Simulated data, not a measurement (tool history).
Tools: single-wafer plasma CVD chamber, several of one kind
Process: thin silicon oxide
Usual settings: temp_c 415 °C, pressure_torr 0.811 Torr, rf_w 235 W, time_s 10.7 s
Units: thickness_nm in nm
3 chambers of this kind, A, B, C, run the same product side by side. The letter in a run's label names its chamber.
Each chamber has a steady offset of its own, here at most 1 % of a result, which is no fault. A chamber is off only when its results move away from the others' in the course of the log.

run	hour	temp_c	pressure_torr	rf_w	time_s	read-back reference wafer on the same gauge, thickness_nm	thickness_nm
1C	11.4	415	0.811	235	10.7	20.199	17.559
2A	19.3	415	0.811	235	10.7	20.209	17.514
3B	26.7	415	0.811	235	10.7	20.214	17.728
# hour 27.5: chamber A: RF generator calibrated
4A	32.1	415	0.811	235	10.7	20.194	17.489
5B	39.9	415	0.811	235	10.7	20.21	17.632
6C	51.7	415	0.811	235	10.7	20.199	17.453
7B	59.4	420	0.811	270	10.7	20.201	18.75
8C	69	420	0.811	270	10.7	20.191	18.504
9A	78.6	420	0.811	270	10.7	20.201	18.634
10B	85.7	415	0.811	265	8.7	20.197	15.233
11C	94.1	415	0.811	265	8.7	20.195	15.065
12A	104.4	415	0.811	265	8.7	20.178	15.012
13B	110.8	415	0.811	235	10.7	20.198	17.636
# hour 111.8: chamber B: RF generator calibrated
14A	117.7	415	0.811	235	10.7	20.206	17.649
15C	123.1	415	0.811	235	10.7	20.205	17.571
16B	128.7	415	0.811	205	10.7	20.208	16.501
17C	140.4	415	0.811	205	10.7	20.184	16.528
18A	146.5	415	0.811	205	10.7	20.201	16.416
19A	158.3	415	0.811	235	10.7	20.19	17.507
20B	168.2	415	0.811	235	10.7	20.194	17.71
21C	178	415	0.811	235	10.7	20.193	17.638
22B	183.9	415	0.811	235	10.7	20.21	17.732
23C	191.9	415	0.811	235	10.7	20.198	17.692
24A	201.6	428	0.811	235	10.7	20.2	17.349
25C	211.1	428	0.811	235	10.7	20.188	17.522
26B	218.4	428	0.811	235	10.7	20.205	17.618
27A	224.9	415	0.811	235	10.7	20.183	17.53
28C	233.6	425	0.811	260	10.7	20.196	18.445
29A	240.1	425	0.811	260	10.7	20.196	18.196
30B	245.8	425	0.811	260	10.7	20.203	18.42
31C	251.6	415	0.811	235	10.7	20.189	17.806
32A	262.3	415	0.811	235	10.7	20.198	17.581
33B	271.8	415	0.811	235	10.7	20.199	17.749
34C	281	405	0.622	235	10.7	20.206	13.845
35B	289.9	405	0.622	235	10.7	20.204	13.589
36A	295.4	405	0.622	235	10.7	20.191	13.377
37A	306.7	415	0.811	235	10.7	20.211	17.508
38B	312.5	415	0.811	235	10.7	20.202	17.701
39C	322.9	415	0.811	235	10.7	20.193	17.901
40B	332.1	415	0.811	235	10.7	20.21	17.775
41C	340.8	415	0.811	235	10.7	20.226	17.953
42A	347.8	415	0.811	235	10.7	20.218	17.565
43A	357.7	415	0.811	235	10.7	20.205	17.558

What goes on in this fleet: one chamber off, a drifting gauge, or nothing beyond the chambers' own small offsets? Name the chamber and the cause, if any.

Chamber C drifts away from the others.
Cause: true pressure above the setpoint (%) = 2.97.

Here are 4 candidates for chamber C's next run, each the usual settings with a change, their results left as question marks. Which one brings its results back in line with what the others give on the usual settings?
In line means no further than this from the other chambers' mean on the usual settings: thickness_nm 0.2 nm
44C-1	366.4	415	0.783	230	10.7		?
44C-2	366.4	415	0.811	260	10.7		?
44C-3	366.4	415	0.811	235	10.9		?
44C-4	366.4	415	0.8	235	10.6		?

The other chambers' mean on the usual settings: thickness_nm 17.615 nm
run	thickness_nm
44C-1	17.251
44C-2	18.805
44C-3	18.309
44C-4	17.604
44C-4 brings the chamber back in line.
